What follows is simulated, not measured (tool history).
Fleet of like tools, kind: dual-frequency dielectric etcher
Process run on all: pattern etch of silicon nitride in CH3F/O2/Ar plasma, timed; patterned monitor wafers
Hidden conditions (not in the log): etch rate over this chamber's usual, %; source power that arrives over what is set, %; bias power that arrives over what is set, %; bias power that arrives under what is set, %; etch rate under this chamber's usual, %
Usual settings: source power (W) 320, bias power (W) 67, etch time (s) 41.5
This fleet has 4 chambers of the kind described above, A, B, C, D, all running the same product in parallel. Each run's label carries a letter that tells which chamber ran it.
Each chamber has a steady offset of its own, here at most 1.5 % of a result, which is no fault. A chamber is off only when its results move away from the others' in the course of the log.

| run | hour | source power (W) | bias power (W) | etch time (s) | hours since the last wet clean | hours since the last source power generator calibration | hours since the last bias power generator calibration | read-back reference wafer on the same gauge, depth_nm | mean etch depth across the wafer (angstrom) |
|---|---|---|---|---|---|---|---|---|---|
| 1C | 5.6 | 320 | 67 | 41.5 | 365.3 | 623.1 | 395.9 | 24.304 | 263.49 |
| 2B | 11.3 | 320 | 67 | 41.5 | 221.8 | 1327.2 | 3098.2 | 24.302 | 258.66 |
|  | 12.7 | chamber C: wet clean of the chamber |
| 3A | 18 | 320 | 67 | 41.5 | 75.5 | 3248.3 | 163.4 | 24.303 | 262.2 |
| 4D | 25.9 | 320 | 67 | 41.5 | 223 | 2333 | 846.8 | 24.316 | 259.6 |
| 5C | 30.6 | 320 | 67 | 41.5 | 17.9 | 648.1 | 420.9 | 24.311 | 263.7 |
| 6D | 40.9 | 320 | 67 | 41.5 | 238 | 2348 | 861.8 | 24.312 | 259.8 |
| 7A | 47.9 | 320 | 67 | 41.5 | 105.4 | 3278.2 | 193.3 | 24.314 | 262.53 |
| 8B | 55 | 280 | 74 | 41.5 | 265.5 | 1370.9 | 3141.9 | 24.314 | 254.74 |
| 9D | 65.4 | 280 | 74 | 41.5 | 262.5 | 2372.5 | 886.3 | 24.321 | 255.56 |
| 10B | 75.2 | 280 | 74 | 41.5 | 285.7 | 1391.1 | 3162.1 | 24.328 | 255.29 |
| 11C | 80.9 | 280 | 74 | 41.5 | 68.2 | 698.4 | 471.2 | 24.321 | 259.74 |
| 12A | 91.5 | 320 | 67 | 41.5 | 149 | 3321.8 | 236.9 | 24.334 | 262.58 |
| 13A | 97.1 | 320 | 67 | 41.5 | 154.6 | 3327.4 | 242.5 | 24.332 | 262.14 |
| 14B | 103 | 320 | 67 | 41.5 | 313.5 | 1418.9 | 3189.9 | 24.327 | 258.99 |
| 15D | 109 | 320 | 67 | 41.5 | 306.1 | 2416.1 | 929.9 | 24.346 | 260.51 |
| 16C | 117.7 | 300 | 67 | 41.5 | 105 | 735.2 | 508 | 24.339 | 256.8 |
| 17C | 124.2 | 300 | 67 | 41.5 | 111.5 | 741.7 | 514.5 | 24.349 | 257.16 |
| 18A | 131.7 | 300 | 67 | 41.5 | 189.2 | 3362 | 277.1 | 24.353 | 255.66 |
|  | 132.8 | chamber B: wet clean of the chamber |
| 19D | 141.7 | 300 | 67 | 41.5 | 338.8 | 2448.8 | 962.6 | 24.352 | 253.36 |
| 20B | 151.4 | 320 | 67 | 41.5 | 18.7 | 1467.3 | 3238.3 | 24.356 | 259.04 |
| 21B | 161.9 | 320 | 67 | 41.5 | 29.2 | 1477.8 | 3248.8 | 24.357 | 259.18 |
| 22D | 168.6 | 320 | 67 | 41.5 | 365.7 | 2475.7 | 989.5 | 24.36 | 259.95 |
| 23A | 173.2 | 320 | 67 | 41.5 | 230.7 | 3403.5 | 318.6 | 24.368 | 262.25 |
| 24C | 179 | 320 | 67 | 41.5 | 166.3 | 796.5 | 569.3 | 24.371 | 263.32 |
| 25A | 188.8 | 320 | 67 | 41.5 | 246.3 | 3419.1 | 334.2 | 24.365 | 262.44 |
| 26C | 197.1 | 320 | 67 | 41.5 | 184.4 | 814.6 | 587.4 | 24.374 | 264.05 |
| 27B | 204 | 320 | 67 | 41.5 | 71.3 | 1519.9 | 3290.9 | 24.377 | 259.48 |
| 28D | 211 | 270 | 82 | 41.5 | 408.1 | 2518.1 | 1031.9 | 24.377 | 262.26 |
| 29C | 217.3 | 270 | 82 | 41.5 | 204.6 | 834.8 | 607.6 | 24.372 | 265.88 |
| 30D | 222.2 | 270 | 82 | 41.5 | 419.3 | 2529.3 | 1043.1 | 24.384 | 261.53 |
| 31B | 228.6 | 270 | 82 | 41.5 | 95.9 | 1544.5 | 3315.5 | 24.38 | 261.27 |
| 32A | 238.7 | 320 | 67 | 41.5 | 296.2 | 3469 | 384.1 | 24.386 | 262.82 |
| 33A | 248.8 | 320 | 67 | 41.5 | 306.3 | 3479.1 | 394.2 | 24.387 | 262.23 |
| 34C | 257 | 320 | 67 | 41.5 | 244.3 | 874.5 | 647.3 | 24.393 | 264.03 |
| 35B | 261.8 | 320 | 67 | 41.5 | 129.1 | 1577.7 | 3348.7 | 24.397 | 259.84 |
| 36D | 269.8 | 320 | 67 | 41.5 | 466.9 | 2576.9 | 1090.7 | 24.392 | 260.98 |
| 37A | 275.9 | 320 | 67 | 41.5 | 333.4 | 3506.2 | 421.3 | 24.394 | 262.93 |
| 38B | 283.3 | 320 | 67 | 41.5 | 150.6 | 1599.2 | 3370.2 | 24.402 | 259.62 |
| 39D | 291.7 | 320 | 67 | 41.5 | 488.8 | 2598.8 | 1112.6 | 24.407 | 260.37 |
| 40C | 300.4 | 320 | 67 | 41.5 | 287.7 | 917.9 | 690.7 | 24.401 | 264.37 |
| 41B | 305.2 | 320 | 67 | 41.5 | 172.5 | 1621.1 | 3392.1 | 24.41 | 260.17 |
| 42C | 314.1 | 370 | 53 | 41.5 | 301.4 | 931.6 | 704.4 | 24.412 | 258.8 |
| 43D | 321.7 | 370 | 53 | 41.5 | 518.8 | 2628.8 | 1142.6 | 24.414 | 255.28 |
| 44A | 328.6 | 370 | 53 | 41.5 | 386.1 | 3558.9 | 474 | 24.416 | 258.16 |

All 4 chambers run these settings next. Forecast each chamber's results:
| 45A | 336.2 | 320 | 67 | 41.5 |  |  |  |  | ? |
| 45B | 336.2 | 320 | 67 | 41.5 |  |  |  |  | ? |
| 45C | 336.2 | 320 | 67 | 41.5 |  |  |  |  | ? |
| 45D | 336.2 | 320 | 67 | 41.5 |  |  |  |  | ? |

| run | mean etch depth across the wafer (angstrom) |
|---|---|
| 45A | 263.07 |
| 45B | 259.62 |
| 45C | 264.25 |
| 45D | 261.13 |
